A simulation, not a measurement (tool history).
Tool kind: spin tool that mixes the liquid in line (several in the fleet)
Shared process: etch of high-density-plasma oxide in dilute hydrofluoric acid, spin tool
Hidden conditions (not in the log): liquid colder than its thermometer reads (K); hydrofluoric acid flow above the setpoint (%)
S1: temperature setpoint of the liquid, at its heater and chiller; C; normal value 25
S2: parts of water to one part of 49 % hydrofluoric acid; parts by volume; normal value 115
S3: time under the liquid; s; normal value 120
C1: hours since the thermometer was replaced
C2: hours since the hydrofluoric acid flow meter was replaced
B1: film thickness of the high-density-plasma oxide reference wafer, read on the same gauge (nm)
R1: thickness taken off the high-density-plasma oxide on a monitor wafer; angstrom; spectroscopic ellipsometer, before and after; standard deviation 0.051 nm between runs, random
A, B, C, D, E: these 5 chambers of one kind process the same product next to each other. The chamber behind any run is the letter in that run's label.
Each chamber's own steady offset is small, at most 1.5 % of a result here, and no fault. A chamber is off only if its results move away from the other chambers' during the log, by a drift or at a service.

run	day	S1	S2	S3	C1	C2	B1	R1
1E	0.388	25	115	120	354.2	1295	70.014	120.7
2C	0.65	25	115	120	635.1	2425.1	70.009	118.32
3B	1.108	25	115	120	450.6	495.7	70.033	117.87
4D	1.483	25	115	120	1295.7	1199.9	69.996	120.46
5A	1.975	25	115	120	267.4	853.9	70.004	116.6
6A	2.238	25	115	120	273.7	860.2	70.01	117.88
7D	2.75	25	115	120	1326.1	1230.3	69.995	119.95
8C	3.183	29.5	115	95	695.9	2485.9	69.989	110.77
9E	3.512	29.5	115	95	429.2	1370	69.996	111.89
# day 3.708: chamber E: hydrofluoric acid flow meter replaced
10B	4.012	29.5	115	95	520.3	565.4	70.022	111.03
11C	4.317	29.5	115	95	723.1	2513.1	70.012	111.63
12A	4.838	29.5	115	95	336.1	922.6	69.996	110.05
13B	5.342	25	115	120	552.2	597.3	69.997	117.47
14D	5.829	25	115	120	1400	1304.2	70.001	120.54
15E	6.246	25	150	150	494.8	61	69.993	110.49
16B	6.5	25	150	150	580	625.1	70.017	108.82
17D	6.792	25	150	150	1423.1	1327.3	69.979	110.44
18C	7.046	25	150	150	788.6	2578.6	69.985	108.92
# day 7.217: chamber B: hydrofluoric acid flow meter replaced
19A	7.458	25	150	150	399	985.5	70.013	107.48
20E	7.783	27.5	170	120	531.7	97.9	69.998	82.877
21C	8.196	27.5	170	120	816.2	2606.2	69.997	82.085
22D	8.562	27.5	170	120	1465.6	1369.8	69.991	83.619
23A	8.896	27.5	170	120	433.5	1020	70.006	80.996
24B	9.308	27.5	170	120	647.4	50.3	69.986	81.544
25E	9.575	25	115	120	574.7	140.9	69.993	118.89
# day 9.758: chamber E: thermometer replaced
26A	9.896	25	115	120	457.5	1044	69.996	118.03
27B	10.2	25	115	120	668.8	71.7	70.008	117.93
28C	10.525	25	115	120	872.1	2662.1	69.999	118.03
29E	11.05	25	115	120	31	176.3	69.98	119.77
30D	11.55	25	115	120	1537.3	1441.5	69.999	120.5
31A	11.779	28.5	115	80	502.7	1089.2	69.972	89.212

Does one chamber stand apart from the rest, does the shared gauge drift, or is all well apart from small per-chamber offsets? Give the chamber and the most likely cause, where there is one.

All chambers stay in line apart from their small fixed offsets, and the gauge does not drift.

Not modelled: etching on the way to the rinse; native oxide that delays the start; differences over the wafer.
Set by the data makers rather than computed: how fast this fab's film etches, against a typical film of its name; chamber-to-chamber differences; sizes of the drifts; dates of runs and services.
